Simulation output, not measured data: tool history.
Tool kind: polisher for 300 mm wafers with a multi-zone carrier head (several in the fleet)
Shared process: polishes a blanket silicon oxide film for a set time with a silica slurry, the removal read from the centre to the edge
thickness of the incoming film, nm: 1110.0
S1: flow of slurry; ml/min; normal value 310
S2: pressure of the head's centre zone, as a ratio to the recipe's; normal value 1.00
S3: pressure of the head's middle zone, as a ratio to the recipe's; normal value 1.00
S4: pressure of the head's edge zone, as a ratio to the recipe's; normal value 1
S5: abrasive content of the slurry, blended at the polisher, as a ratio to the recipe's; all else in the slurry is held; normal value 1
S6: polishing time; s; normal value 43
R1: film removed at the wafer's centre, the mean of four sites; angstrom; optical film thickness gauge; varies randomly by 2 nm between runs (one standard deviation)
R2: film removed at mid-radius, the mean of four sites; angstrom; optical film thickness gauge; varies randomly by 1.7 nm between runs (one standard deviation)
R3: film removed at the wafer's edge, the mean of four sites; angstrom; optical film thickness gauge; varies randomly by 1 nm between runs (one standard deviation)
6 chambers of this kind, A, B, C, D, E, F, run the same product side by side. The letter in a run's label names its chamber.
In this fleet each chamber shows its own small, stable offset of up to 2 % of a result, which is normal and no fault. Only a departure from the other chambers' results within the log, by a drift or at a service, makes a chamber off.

{"run": "1C", "hour": 10.9, "S1": 310, "S2": 1.0, "S3": 1.0, "S4": 1, "S5": 1, "S6": 43, "R1": 1374.1, "R2": 1378.2, "R3": 1395.9}
{"hour": 15.7, "done": "chamber F: worn pad replaced by a new one"}
{"run": "2F", "hour": 19.2, "S1": 310, "S2": 1.0, "S3": 1.0, "S4": 1, "S5": 1, "S6": 43, "R1": 1350.0, "R2": 1367.5, "R3": 1363.6}
{"hour": 21.1, "done": "chamber D: centre zone pressure recalibrated"}
{"hour": 22.8, "done": "chamber B: slurry nozzle cleaned"}
{"hour": 24.3, "done": "chamber F: slurry nozzle cleaned"}
{"run": "3E", "hour": 30.9, "S1": 310, "S2": 1.0, "S3": 1.0, "S4": 1, "S5": 1, "S6": 43, "R1": 1360.2, "R2": 1394.6, "R3": 1372.8}
{"run": "4A", "hour": 40.3, "S1": 310, "S2": 1.0, "S3": 1.0, "S4": 1, "S5": 1, "S6": 43, "R1": 1399.5, "R2": 1408.9, "R3": 1414.7}
{"hour": 52.8, "done": "chamber D: edge zone pressure recalibrated"}
{"run": "5B", "hour": 55.0, "S1": 310, "S2": 1.0, "S3": 1.0, "S4": 1, "S5": 1, "S6": 43, "R1": 1386.5, "R2": 1361.8, "R3": 1374.0}
{"hour": 64.7, "done": "chamber C: edge zone pressure recalibrated"}
{"hour": 68.4, "done": "chamber B: worn pad replaced by a new one"}
{"run": "6D", "hour": 68.4, "S1": 310, "S2": 1.0, "S3": 1.0, "S4": 1, "S5": 1, "S6": 43, "R1": 1397.9, "R2": 1396.0, "R3": 1366.2}
{"hour": 71.8, "done": "chamber C: worn pad replaced by a new one"}
{"run": "7E", "hour": 76.8, "S1": 310, "S2": 1.0, "S3": 1.0, "S4": 1, "S5": 1, "S6": 43, "R1": 1371.1, "R2": 1411.1, "R3": 1373.4}
{"hour": 85.2, "done": "chamber A: worn pad replaced by a new one"}
{"hour": 86.1, "done": "chamber D: worn pad replaced by a new one"}
{"run": "8A", "hour": 91.1, "S1": 310, "S2": 1.0, "S3": 1.0, "S4": 1, "S5": 1, "S6": 43, "R1": 1412.5, "R2": 1433.1, "R3": 1411.2}
{"hour": 95.1, "done": "chamber E: worn pad replaced by a new one"}
{"run": "9C", "hour": 103.2, "S1": 310, "S2": 1.0, "S3": 1.0, "S4": 1, "S5": 1, "S6": 43, "R1": 1381.1, "R2": 1368.4, "R3": 1391.1}
{"run": "10F", "hour": 113.7, "S1": 310, "S2": 1.0, "S3": 1.0, "S4": 1, "S5": 1, "S6": 43, "R1": 1366.4, "R2": 1379.7, "R3": 1371.8}
{"hour": 115.5, "done": "chamber F: worn pad replaced by a new one"}
{"run": "11B", "hour": 127.0, "S1": 310, "S2": 1.0, "S3": 1.0, "S4": 1, "S5": 1, "S6": 43, "R1": 1383.2, "R2": 1352.5, "R3": 1373.0}
{"run": "12D", "hour": 140.3, "S1": 265, "S2": 1.0, "S3": 0.91, "S4": 1, "S5": 1, "S6": 43, "R1": 1384.0, "R2": 1258.8, "R3": 1372.9}
{"hour": 146.2, "done": "chamber C: slurry nozzle cleaned"}
{"run": "13A", "hour": 149.9, "S1": 265, "S2": 1.0, "S3": 0.91, "S4": 1, "S5": 1, "S6": 43, "R1": 1317.5, "R2": 1264.7, "R3": 1375.0}
{"hour": 154.5, "done": "chamber B: worn pad replaced by a new one"}
{"run": "14D", "hour": 162.5, "S1": 265, "S2": 1.0, "S3": 0.91, "S4": 1, "S5": 1, "S6": 43, "R1": 1390.5, "R2": 1269.6, "R3": 1341.4}
{"hour": 169.7, "done": "chamber C: worn pad replaced by a new one"}
{"hour": 173.2, "done": "chamber A: worn pad replaced by a new one"}
{"run": "15C", "hour": 175.3, "S1": 265, "S2": 1.0, "S3": 0.91, "S4": 1, "S5": 1, "S6": 43, "R1": 1352.2, "R2": 1265.6, "R3": 1373.1}
{"run": "16F", "hour": 181.9, "S1": 265, "S2": 1.0, "S3": 0.91, "S4": 1, "S5": 1, "S6": 43, "R1": 1341.7, "R2": 1263.5, "R3": 1363.6}
{"hour": 184.7, "done": "chamber E: worn pad replaced by a new one"}
{"hour": 187.8, "done": "chamber D: slurry nozzle cleaned"}
{"run": "17E", "hour": 194.5, "S1": 265, "S2": 1.0, "S3": 0.91, "S4": 1, "S5": 1, "S6": 43, "R1": 1349.6, "R2": 1240.0, "R3": 1350.6}
{"run": "18B", "hour": 205.0, "S1": 310, "S2": 1.0, "S3": 1.0, "S4": 1, "S5": 1, "S6": 43, "R1": 1383.8, "R2": 1372.1, "R3": 1369.8}
{"hour": 215.0, "done": "chamber F: worn pad replaced by a new one"}
{"hour": 218.0, "done": "chamber D: worn pad replaced by a new one"}
{"run": "19D", "hour": 218.4, "S1": 310, "S2": 1.0, "S3": 1.0, "S4": 1, "S5": 1, "S6": 43, "R1": 1405.8, "R2": 1365.2, "R3": 1376.4}
{"run": "20A", "hour": 229.9, "S1": 310, "S2": 1.0, "S3": 1.0, "S4": 1, "S5": 1, "S6": 43, "R1": 1350.5, "R2": 1376.9, "R3": 1413.6}
{"run": "21B", "hour": 241.4, "S1": 310, "S2": 1.0, "S3": 1.0, "S4": 1, "S5": 1, "S6": 43, "R1": 1398.3, "R2": 1373.6, "R3": 1380.8}
{"hour": 247.4, "done": "chamber B: edge zone pressure recalibrated"}
{"run": "22E", "hour": 249.6, "S1": 310, "S2": 1.0, "S3": 1.0, "S4": 1, "S5": 1, "S6": 43, "R1": 1406.5, "R2": 1356.3, "R3": 1386.8}
{"hour": 258.1, "done": "chamber B: worn pad replaced by a new one"}
{"run": "23C", "hour": 259.6, "S1": 310, "S2": 1.0, "S3": 1.0, "S4": 1, "S5": 1, "S6": 43, "R1": 1348.9, "R2": 1342.3, "R3": 1378.0}
{"hour": 260.3, "done": "chamber C: worn pad replaced by a new one"}
{"hour": 264.7, "done": "chamber A: worn pad replaced by a new one"}
{"run": "24F", "hour": 274.6, "S1": 310, "S2": 1.0, "S3": 1.0, "S4": 1, "S5": 1, "S6": 43, "R1": 1361.5, "R2": 1375.9, "R3": 1378.8}
{"run": "25D", "hour": 285.4, "S1": 310, "S2": 1.0, "S3": 1.0, "S4": 1, "S5": 1, "S6": 43, "R1": 1405.2, "R2": 1378.8, "R3": 1366.9}
{"hour": 291.8, "done": "chamber E: worn pad replaced by a new one"}
{"run": "26C", "hour": 298.2, "S1": 355, "S2": 0.95, "S3": 1.0, "S4": 1, "S5": 1, "S6": 43, "R1": 1315.2, "R2": 1373.8, "R3": 1400.8}
{"hour": 298.7, "done": "chamber F: worn pad replaced by a new one"}
{"hour": 298.8, "done": "chamber E: centre zone pressure recalibrated"}
{"hour": 305.5, "done": "chamber E: slurry nozzle cleaned"}
{"run": "27F", "hour": 312.8, "S1": 355, "S2": 0.95, "S3": 1.0, "S4": 1, "S5": 1, "S6": 43, "R1": 1290.5, "R2": 1386.2, "R3": 1378.2}
{"run": "28A", "hour": 321.2, "S1": 355, "S2": 0.95, "S3": 1.0, "S4": 1, "S5": 1, "S6": 43, "R1": 1307.7, "R2": 1368.8, "R3": 1407.0}
{"run": "29E", "hour": 329.6, "S1": 355, "S2": 0.95, "S3": 1.0, "S4": 1, "S5": 1, "S6": 43, "R1": 1324.3, "R2": 1398.6, "R3": 1383.5}
{"hour": 340.0, "done": "chamber D: worn pad replaced by a new one"}
{"run": "30B", "hour": 343.8, "S1": 355, "S2": 0.95, "S3": 1.0, "S4": 1, "S5": 1, "S6": 43, "R1": 1339.5, "R2": 1405.9, "R3": 1381.8}
{"run": "31E", "hour": 355.3, "S1": 355, "S2": 0.95, "S3": 1.0, "S4": 1, "S5": 1, "S6": 43, "R1": 1325.5, "R2": 1403.5, "R3": 1399.3}
{"hour": 357.9, "done": "chamber B: worn pad replaced by a new one"}
{"hour": 362.8, "done": "chamber C: worn pad replaced by a new one"}
{"run": "32F", "hour": 367.4, "S1": 310, "S2": 1.0, "S3": 1.0, "S4": 1, "S5": 1, "S6": 43, "R1": 1367.4, "R2": 1399.6, "R3": 1384.2}
{"hour": 372.0, "done": "chamber A: worn pad replaced by a new one"}
{"hour": 372.0, "done": "chamber B: slurry nozzle cleaned"}
{"run": "33A", "hour": 378.8, "S1": 310, "S2": 1.0, "S3": 1.0, "S4": 1, "S5": 1, "S6": 43, "R1": 1360.8, "R2": 1404.7, "R3": 1399.2}
{"hour": 383.4, "done": "chamber E: worn pad replaced by a new one"}
{"hour": 390.9, "done": "chamber A: slurry nozzle cleaned"}
{"run": "34D", "hour": 390.9, "S1": 310, "S2": 1.0, "S3": 1.0, "S4": 1, "S5": 1, "S6": 32, "R1": 1046.9, "R2": 1032.8, "R3": 1020.5}
{"hour": 398.5, "done": "chamber F: worn pad replaced by a new one"}
{"run": "35B", "hour": 405.1, "S1": 310, "S2": 1.0, "S3": 1.0, "S4": 1, "S5": 1, "S6": 32, "R1": 1012.3, "R2": 1018.6, "R3": 1016.5}
{"run": "36C", "hour": 415.7, "S1": 310, "S2": 1.0, "S3": 1.0, "S4": 1, "S5": 1, "S6": 32, "R1": 1008.9, "R2": 1049.6, "R3": 1037.3}
{"hour": 416.0, "done": "chamber C: edge zone pressure recalibrated"}
{"hour": 418.0, "done": "chamber F: edge zone pressure recalibrated"}
{"run": "37C", "hour": 424.0, "S1": 310, "S2": 1.0, "S3": 1.0, "S4": 1, "S5": 1, "S6": 32, "R1": 1026.0, "R2": 1033.7, "R3": 1034.8}
{"run": "38A", "hour": 431.6, "S1": 310, "S2": 1.0, "S3": 1.0, "S4": 1, "S5": 1, "S6": 32, "R1": 1015.9, "R2": 1028.6, "R3": 1038.9}
{"run": "39D", "hour": 446.2, "S1": 310, "S2": 1.0, "S3": 1.0, "S4": 1, "S5": 1, "S6": 32, "R1": 1029.3, "R2": 1019.1, "R3": 1024.6}
{"run": "40F", "hour": 459.6, "S1": 310, "S2": 1.0, "S3": 1.0, "S4": 1, "S5": 1, "S6": 43, "R1": 1343.4, "R2": 1382.6, "R3": 1371.5}
{"hour": 464.5, "done": "chamber B: worn pad replaced by a new one"}
{"run": "41E", "hour": 471.5, "S1": 310, "S2": 1.0, "S3": 1.0, "S4": 1, "S5": 1, "S6": 43, "R1": 1368.2, "R2": 1354.8, "R3": 1367.8}
{"run": "42B", "hour": 480.2, "S1": 310, "S2": 1.0, "S3": 1.0, "S4": 1, "S5": 1, "S6": 43, "R1": 1400.2, "R2": 1376.8, "R3": 1384.1}

Next, every chamber runs the same settings. What will each give?
{"run": "43A", "hour": 491.1, "S1": 310, "S2": 1.0, "S3": 1.04, "S4": 1, "S5": 1, "S6": 43, "R1": "?", "R2": "?", "R3": "?"}
{"run": "43B", "hour": 491.1, "S1": 310, "S2": 1.0, "S3": 1.04, "S4": 1, "S5": 1, "S6": 43, "R1": "?", "R2": "?", "R3": "?"}
{"run": "43C", "hour": 491.1, "S1": 310, "S2": 1.0, "S3": 1.04, "S4": 1, "S5": 1, "S6": 43, "R1": "?", "R2": "?", "R3": "?"}
{"run": "43D", "hour": 491.1, "S1": 310, "S2": 1.0, "S3": 1.04, "S4": 1, "S5": 1, "S6": 43, "R1": "?", "R2": "?", "R3": "?"}
{"run": "43E", "hour": 491.1, "S1": 310, "S2": 1.0, "S3": 1.04, "S4": 1, "S5": 1, "S6": 43, "R1": "?", "R2": "?", "R3": "?"}
{"run": "43F", "hour": 491.1, "S1": 310, "S2": 1.0, "S3": 1.04, "S4": 1, "S5": 1, "S6": 43, "R1": "?", "R2": "?", "R3": "?"}

run=43A R1=1357.2 R2=1431.0 R3=1376.6
run=43B R1=1410.6 R2=1419.1 R3=1387.7
run=43C R1=1408.2 R2=1421.6 R3=1371.9
run=43D R1=1405.3 R2=1452.8 R3=1387.3
run=43E R1=1433.6 R2=1432.1 R3=1359.2
run=43F R1=1358.4 R2=1416.9 R3=1381.8

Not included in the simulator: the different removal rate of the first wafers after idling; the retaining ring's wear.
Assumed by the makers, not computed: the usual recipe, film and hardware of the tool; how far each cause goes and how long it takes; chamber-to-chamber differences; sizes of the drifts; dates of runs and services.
